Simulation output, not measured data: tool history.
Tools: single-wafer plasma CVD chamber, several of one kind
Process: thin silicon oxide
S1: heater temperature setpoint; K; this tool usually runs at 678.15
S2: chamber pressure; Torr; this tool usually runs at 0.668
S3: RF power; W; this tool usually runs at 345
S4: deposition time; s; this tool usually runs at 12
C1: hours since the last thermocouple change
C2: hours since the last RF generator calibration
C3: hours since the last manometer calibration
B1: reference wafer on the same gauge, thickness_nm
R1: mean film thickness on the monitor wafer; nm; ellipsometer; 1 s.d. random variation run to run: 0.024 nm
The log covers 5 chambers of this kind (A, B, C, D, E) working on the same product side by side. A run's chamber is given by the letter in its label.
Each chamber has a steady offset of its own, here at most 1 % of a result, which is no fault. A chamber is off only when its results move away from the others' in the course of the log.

run     day      S1     S2   S3    S4      C1      C2      C3      B1      R1
 1E   0.442  678.15  0.668  345    12    64.7   989.4   411.2  21.095   19.41
 2C   0.833  678.15  0.668  345    12  1615.2   219.6  1506.9    21.1   19.34
 3B   1.412  678.15  0.668  345    12   809.5    75.7   971.3  21.086  19.527
 4A   1.921  678.15  0.668  345    12   136.3    1412  1440.9  21.096  19.192
 5D   2.204  678.15  0.668  345    12  1207.4  1754.1   168.5  21.082  19.204
 6D   2.529  678.15  0.668  345    12  1215.2  1761.9   176.3  21.083  19.216
      2.738  -- chamber A: capacitance manometer re-zeroed and calibrated
 7C   2.808  689.15  0.556  345    12  1662.6     267  1554.3  21.082  15.734
 8E   3.329  689.15  0.556  345    12     134  1058.7   480.5  21.076  15.788
 9A   3.604  689.15  0.556  345    12   176.7  1452.4    20.9  21.068   15.67
10B   4.212  689.15  0.556  345    12   876.7   142.9  1038.5  21.068  15.796
11B   4.783  689.15  0.556  345    12   890.4   156.6  1052.2  21.068  15.804
12A   5.054  678.15  0.668  345    12   211.5  1487.2    55.7   21.06  19.224
13D   5.483  678.15  0.668  345    12  1286.1  1832.8   247.2  21.062   19.21
14E   5.804  678.15  0.668  345    12   193.4  1118.1   539.9  21.067  19.382
15C   6.117  678.15  0.668  345    12    1742   346.4  1633.7  21.061   19.29
16D   6.525  678.15  0.668  345    12  1311.1  1857.8   272.2  21.058  19.185
17A     7.1  678.15  0.668  345  12.9   260.6  1536.3   104.8  21.065   20.63
18C   7.554  678.15  0.668  345  12.9  1776.5   380.9  1668.2  21.057  20.704
19E   7.979  678.15  0.668  345  12.9   245.6  1170.3   592.1  21.055  20.827
20B   8.317  678.15  0.668  345  12.9   975.2   241.4    1137  21.049  20.927
21C   8.612  678.15  0.668  345  12.9  1801.9   406.3  1693.6  21.046  20.697
22E   9.162  678.15  0.668  345    12     274  1198.7   620.5   21.04  19.367
23D   9.579  678.15  0.668  345    12  1384.4  1931.1   345.5  21.041  19.172
      9.967  -- chamber C: thermocouple changed; heater temperature recalibrated
24B   10.05  678.15  0.668  345    12  1016.8     283  1178.6  21.038  19.434
25A  10.412  678.15  0.668  345  13.1   340.1  1615.8   184.3  21.037  20.947
26C  10.879  678.15  0.668  345  13.1      22   460.7    1748  21.032  21.059
27E   11.25  678.15  0.668  345  13.1   324.1  1248.8   670.6  21.034  21.146
     11.812  -- chamber A: RF generator calibrated
28D  11.846  678.15  0.668  345  13.1  1438.8  1985.5   399.9  21.025  20.965
29A  12.179  678.15  0.668  345  13.1   382.5     8.9   226.7  21.025  20.923
30B  12.704  678.15  0.668  345    12  1080.5   346.7  1242.3  21.023  19.458
31E  12.988  678.15  0.668  345    12   365.8  1290.5   712.3  21.014  19.382
32D  13.446  678.15  0.668  345    12  1477.2  2023.9   438.3  21.008  19.086
33A  13.908  678.15  0.668  345    12     424    50.4   268.2  21.008  19.176
34C  14.412  678.15  0.668  345    12   106.8   545.5  1832.8  21.008  19.294
35B  14.942  678.15  0.668  345    12  1134.2   400.4    1296  21.007   19.44
     15.562  -- chamber D: RF generator calibrated
36D  15.562  678.15  0.668  345    12    1528       0   489.1  20.999  19.138
37B  16.125  678.15  0.668  285    12  1162.6   428.8  1324.4  21.001  17.951
38E  16.579  678.15  0.668  285    12     452  1376.7   798.5  20.994  17.877

One chamber off, gauge drift, or nothing amiss beyond the chambers' own small offsets? If it is a chamber, which one, and what is the likeliest cause?

It is the gauge, not a chamber: its drift shows up in every chamber's results at once, and no chamber is off.
Most likely cause: gauge reads low (%) = 0.509.

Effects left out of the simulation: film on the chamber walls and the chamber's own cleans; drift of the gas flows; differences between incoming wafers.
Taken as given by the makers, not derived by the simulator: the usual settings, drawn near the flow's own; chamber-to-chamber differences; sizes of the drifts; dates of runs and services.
